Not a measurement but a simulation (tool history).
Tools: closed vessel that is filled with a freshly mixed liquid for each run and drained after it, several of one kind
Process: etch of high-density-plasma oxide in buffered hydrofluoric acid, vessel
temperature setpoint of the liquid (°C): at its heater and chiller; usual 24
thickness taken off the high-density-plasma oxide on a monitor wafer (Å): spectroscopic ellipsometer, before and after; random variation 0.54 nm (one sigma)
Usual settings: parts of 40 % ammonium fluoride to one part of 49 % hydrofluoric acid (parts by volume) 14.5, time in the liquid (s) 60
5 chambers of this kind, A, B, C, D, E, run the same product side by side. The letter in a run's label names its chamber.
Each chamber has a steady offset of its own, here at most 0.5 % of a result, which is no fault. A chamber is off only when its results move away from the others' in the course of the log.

run,hour,temperature setpoint of the liquid (°C),parts of 40 % ammonium fluoride to one part of 49 % hydrofluoric acid (parts by volume),time in the liquid (s),"read-back film thickness of the high-density-plasma oxide reference wafer, read on the same gauge (nm)",thickness taken off the high-density-plasma oxide on a monitor wafer (Å)
1D,6.4,24,14.5,60,100.03,562.48
2E,10.7,24,14.5,60,100.05,564.81
3B,15.1,24,14.5,60,99.992,577.98
4C,18.8,24,14.5,60,100.04,571.04
5A,24.2,24,14.5,60,100,570.51
6D,29.2,24,14.5,60,99.993,578.87
7E,35.8,24,14.5,60,99.969,575.47
8B,42,24,14.5,60,99.998,565.92
9C,48.5,24,14.5,60,99.969,566.94
10A,54.3,24,14.5,60,100,560.3
11D,60.4,24,14.5,60,99.968,577.89
12A,67,24,14.5,60,99.986,564.48
13B,73.5,24,14.5,60,99.986,568.6
14E,79.9,24,14.5,70,99.984,660.85
15C,83.5,24,14.5,70,99.997,670.29
16C,86.9,24,14.5,70,99.979,668.93
17B,90.1,24,14.5,70,100,669.65
18A,96.9,24,14.5,70,99.986,658.95
19D,100.3,24,14.5,30,100.01,291.51
20E,104.8,24,14.5,30,99.975,280.61
21E,108.9,24,14.5,30,100.03,282.04
22C,114.2,24,14.5,30,99.982,299.15
# hour 116.2: chamber D: hydrofluoric acid flow meter replaced
23B,120.5,24,14.5,30,100.03,287.94
24A,126.5,24,14.5,60,100.02,564.96
25D,133.3,24,14.5,30,99.993,288.95
26B,139.5,24,14.5,30,99.965,285.23
27D,142.9,24,14.5,30,100,285.1
28A,149.3,24,14.5,30,100.03,290.45
29C,152.9,24,14.5,30,100.01,304.55
30E,157,24,14.5,60,100.03,574.92
31B,161.6,24,14.5,60,99.987,570.5
32E,166.1,24,14.5,60,100.01,571.35
33A,169.9,24,14.5,60,100,568.62
34D,176.7,24,14.5,60,99.978,581.15
35C,183.2,24,14.5,60,100.03,620.56
36C,186.1,24,14.5,60,100.02,614.01
37E,192.2,24,14.5,60,100.02,557.88
38B,196.4,24,14.5,60,99.977,568.81

Next, every chamber runs the same settings. What will each give?
39A,201.3,24,14.5,60,,?
39B,201.3,24,14.5,60,,?
39C,201.3,24,14.5,60,,?
39D,201.3,24,14.5,60,,?
39E,201.3,24,14.5,60,,?

run,thickness taken off the high-density-plasma oxide on a monitor wafer (Å)
39A,568.64
39B,580.32
39C,625.26
39D,563.14
39E,572.22
